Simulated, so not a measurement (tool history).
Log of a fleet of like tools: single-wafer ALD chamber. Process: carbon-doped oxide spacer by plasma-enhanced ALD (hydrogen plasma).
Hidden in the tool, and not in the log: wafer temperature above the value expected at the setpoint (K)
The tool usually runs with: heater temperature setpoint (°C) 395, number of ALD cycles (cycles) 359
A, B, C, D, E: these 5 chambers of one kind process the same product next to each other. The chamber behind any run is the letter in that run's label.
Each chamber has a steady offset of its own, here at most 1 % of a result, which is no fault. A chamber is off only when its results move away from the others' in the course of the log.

run   hour  heater temperature setpoint (°C)  number of ALD cycles (cycles)  hours since the last thermocouple change  read-back reference wafer on the same gauge, thickness_nm  mean film thickness on the monitor wafer (Å)
 1C    9.3                               395                            359                                    1088.7                                                     16.593                                        179.85
 2E   22.6                               395                            359                                     671.9                                                     16.598                                        177.89
 3A   32.1                               395                            359                                    1393.1                                                     16.597                                        180.14
 4D   45.3                               395                            359                                     352.2                                                     16.592                                        178.95
 5B   55.8                               395                            359                                     754.4                                                     16.582                                        177.93
 6B   63.3                               380                            389                                     761.9                                                     16.587                                        193.23
 7A   74.2                               380                            389                                    1435.2                                                     16.582                                        194.65
 8C   81.5                               380                            389                                    1160.9                                                     16.577                                        194.39
 9E   92.9                               380                            389                                     742.2                                                     16.576                                        192.31
10D  105.4                               380                            389                                     412.3                                                     16.566                                        193.78
11E  114.2                               395                            359                                     763.5                                                     16.571                                        177.82
12D  120.4                               395                            359                                     427.3                                                     16.575                                        178.84
13A  130.5                               395                            359                                    1491.5                                                     16.565                                         179.4
14C  144.6                               391                            409                                      1224                                                     16.565                                        204.28
15B  151.7                               391                            409                                     850.3                                                     16.558                                        202.35
16A  160.4                               391                            409                                    1521.4                                                     16.557                                        204.67
17B    172                               391                            409                                     870.6                                                     16.558                                        202.85
18D  178.9                               391                            409                                     485.8                                                     16.554                                        202.82
19E    186                               395                            359                                     835.3                                                     16.555                                        177.11
20C  194.5                               395                            359                                    1273.9                                                     16.553                                         179.3
21B  205.4                               395                            359                                       904                                                     16.549                                        177.56
22D  218.9                               395                            359                                     525.8                                                     16.545                                        177.53
23A  225.1                               395                            359                                    1586.1                                                     16.541                                        178.85
24C    238                               395                            359                                    1317.4                                                     16.539                                        178.99
25E  250.4                               395                            359                                     899.7                                                     16.535                                        176.79
26C  256.5                               395                            359                                    1335.9                                                     16.535                                        179.04
27D  266.1                               408                            359                                       573                                                      16.53                                        171.05
28B  276.3                               408                            359                                     974.9                                                     16.531                                        171.36
29E    286                               408                            359                                     935.3                                                     16.526                                        170.68
     286.4  -- chamber C: thermocouple changed; heater temperature recalibrated
30A  294.1                               408                            359                                    1655.1                                                     16.516                                        172.26
31B  301.1                               408                            359                                     999.7                                                      16.52                                        171.26
32C  307.8                               395                            359                                      21.4                                                     16.522                                        178.88
33A    317                               395                            359                                      1678                                                      16.52                                        178.95
34E  323.9                               395                            359                                     973.2                                                     16.524                                        177.26
35D  333.9                               395                            359                                     640.8                                                     16.509                                        177.61
36E  345.8                               395                            359                                     995.1                                                     16.512                                        177.37
37D  355.9                               409                            290                                     662.8                                                      16.51                                        137.04
38C  369.3                               409                            290                                      82.9                                                      16.51                                        140.07
39A  378.4                               409                            290                                    1739.4                                                      16.51                                        138.14
40B    389                               409                            290                                    1087.6                                                     16.498                                        137.39
41C  400.6                               409                            290                                     114.2                                                     16.499                                        140.04
42A  411.5                               395                            359                                    1772.5                                                     16.495                                        178.88
43E  418.9                               386                            359                                    1068.2                                                     16.495                                        177.18

One chamber off, gauge drift, or nothing amiss beyond the chambers' own small offsets? If it is a chamber, which one, and what is the likeliest cause?

The gauge drifts, so all chambers seem to drift together. No chamber is off.
Most likely cause: gauge reads low (%) = 0.654.
